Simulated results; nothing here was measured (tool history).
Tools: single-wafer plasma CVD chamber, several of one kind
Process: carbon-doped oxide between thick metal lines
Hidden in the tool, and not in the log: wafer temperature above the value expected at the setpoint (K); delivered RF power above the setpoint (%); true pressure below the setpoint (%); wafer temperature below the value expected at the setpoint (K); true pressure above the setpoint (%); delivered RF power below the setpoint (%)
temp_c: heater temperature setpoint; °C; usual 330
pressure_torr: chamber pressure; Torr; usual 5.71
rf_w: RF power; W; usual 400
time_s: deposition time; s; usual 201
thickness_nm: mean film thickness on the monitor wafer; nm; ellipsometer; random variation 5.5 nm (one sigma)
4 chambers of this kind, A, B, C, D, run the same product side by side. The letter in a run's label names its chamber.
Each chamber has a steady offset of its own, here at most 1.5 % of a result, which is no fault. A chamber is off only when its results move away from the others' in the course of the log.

run   hour  temp_c  pressure_torr  rf_w  time_s  hours since the last thermocouple change  hours since the last RF generator calibration  hours since the last manometer calibration  read-back reference wafer on the same gauge, thickness_nm  thickness_nm
 1C   12.1     330           5.71   400     201                                    1005.2                                           38.6                                      1427.8                                                     868.71        927.96
 2A     20     330           5.71   400     201                                     767.5                                         1015.6                                      1039.7                                                     868.73        935.35
 3B   30.2     330           5.71   400     201                                    1666.8                                           50.6                                      1009.3                                                     867.46        930.45
 4D   42.6     330           5.71   400     201                                      74.3                                          571.6                                       916.8                                                     869.34        926.84
 5A   55.4     317           5.71   400     201                                     802.9                                           1051                                      1075.1                                                     868.05        986.16
 6D   64.5     317           5.71   400     201                                      96.2                                          593.5                                       938.7                                                     868.36        969.38
 7B     72     317           5.71   400     201                                    1708.6                                           92.4                                      1051.1                                                     869.22        998.37
 8C   83.8     317           5.71   400     201                                    1076.9                                          110.3                                      1499.5                                                     867.52        971.46
 9B   93.6     330           5.71   400     201                                    1730.2                                            114                                      1072.7                                                     869.24        944.09
10A  104.4     330           5.71   400     201                                     851.9                                           1100                                      1124.1                                                     867.59        946.81
11C  116.3     330           4.32   400     201                                    1109.4                                          142.8                                        1532                                                     868.84           899
12D  127.5     330           4.32   400     201                                     159.2                                          656.5                                      1001.7                                                     867.81        892.81
13C  135.6     330           4.32   400     201                                    1128.7                                          162.1                                      1551.3                                                     868.31        898.42
14D  141.5     330           4.32   400     201                                     173.2                                          670.5                                      1015.7                                                     868.47        882.92
15B  150.9     330           5.71   400     201                                    1787.5                                          171.3                                        1130                                                     867.84        936.48
16A  162.7     330           5.71   400     201                                     910.2                                         1158.3                                      1182.4                                                     867.81        940.44
17D  171.6     330           5.71   400     201                                     203.3                                          700.6                                      1045.8                                                     867.01        926.26
18C  179.4     330           5.71   400     201                                    1172.5                                          205.9                                      1595.1                                                     867.18        933.22
19B  191.1     330           5.71   400     201                                    1827.7                                          211.5                                      1170.2                                                     867.43        938.95
20A  198.3     330           5.71   400     201                                     945.8                                         1193.9                                        1218                                                     867.63        941.41
21D    211     330           5.71   400     201                                     242.7                                            740                                      1085.2                                                     867.91        913.31
22A  220.7     330           5.71   400     201                                     968.2                                         1216.3                                      1240.4                                                     868.32        943.84
23C  226.8     330           5.71   400     201                                    1219.9                                          253.3                                      1642.5                                                      867.5        935.41
24B  239.5     330           4.76   400     201                                    1876.1                                          259.9                                      1218.6                                                      867.8        914.65
     242.2  -- chamber A: RF generator calibrated
25C  251.4     330           4.76   400     201                                    1244.5                                          277.9                                      1667.1                                                     867.42        907.87
26A  258.6     330           4.76   400     201                                    1006.1                                           16.4                                      1278.3                                                        868         913.2
27D  268.8     330           4.76   400     201                                     300.5                                          797.8                                        1143                                                     868.25        870.25
28B  279.9     330           5.71   400     201                                    1916.5                                          300.3                                        1259                                                     867.79        942.76
29D  288.5     330           5.71   400     163                                     320.2                                          817.5                                      1162.7                                                     869.15        735.08
30A    298     330           5.71   400     163                                    1045.5                                           55.8                                      1317.7                                                     868.68        765.33
31B  308.7     330           5.71   400     163                                    1945.3                                          329.1                                      1287.8                                                     868.12        761.69
32C  320.5     330           5.71   400     163                                    1313.6                                            347                                      1736.2                                                     868.47        751.09
33D  331.7     330           5.71   400     201                                     363.4                                          860.7                                      1205.9                                                     866.16        895.57
34C  337.7     330           5.71   400     201                                    1330.8                                          364.2                                      1753.4                                                     867.42           936
35A  348.6     330           5.71   400     201                                    1096.1                                          106.4                                      1368.3                                                     868.71        951.57
     354.5  -- chamber A: capacitance manometer re-zeroed and calibrated
36B  359.4     330           5.71   400     201                                      1996                                          379.8                                      1338.5                                                      866.9        936.53
37A  367.7     330           5.71   400     201                                    1115.2                                          125.5                                        13.3                                                     867.73        952.18
38C  375.6     330           5.71   400     201                                    1368.7                                          402.1                                      1791.3                                                     868.31        934.15
39B  381.3     330           5.71   400     201                                    2017.9                                          401.7                                      1360.4                                                     867.93        934.86

What goes on in this fleet: one chamber off, a drifting gauge, or nothing beyond the chambers' own small offsets? Name the chamber and the cause, if any.

Chamber D drifts away from the others.
Cause: delivered RF power below the setpoint (%) = 6.25.

Here are 4 candidates for chamber D's next run, each the usual settings with a change, their results left as question marks. Which one brings its results back in line with what the others give on the usual settings?
In line means no further than this from the other chambers' mean on the usual settings: thickness_nm 19 nm
40D-1  390.5     330           5.67   390     201                                                                                                                                                                                                             ?
40D-2  390.5     330           6.59   400     201                                                                                                                                                                                                             ?
40D-3  390.5     316           6.59   400     201                                                                                                                                                                                                             ?
40D-4  390.5     331           5.64   400     189                                                                                                                                                                                                             ?

The other chambers' mean on the usual settings: thickness_nm 938.94 nm
  run  thickness_nm
40D-1        861.25
40D-2         892.9
40D-3        936.21
40D-4        822.53
40D-3 brings the chamber back in line.
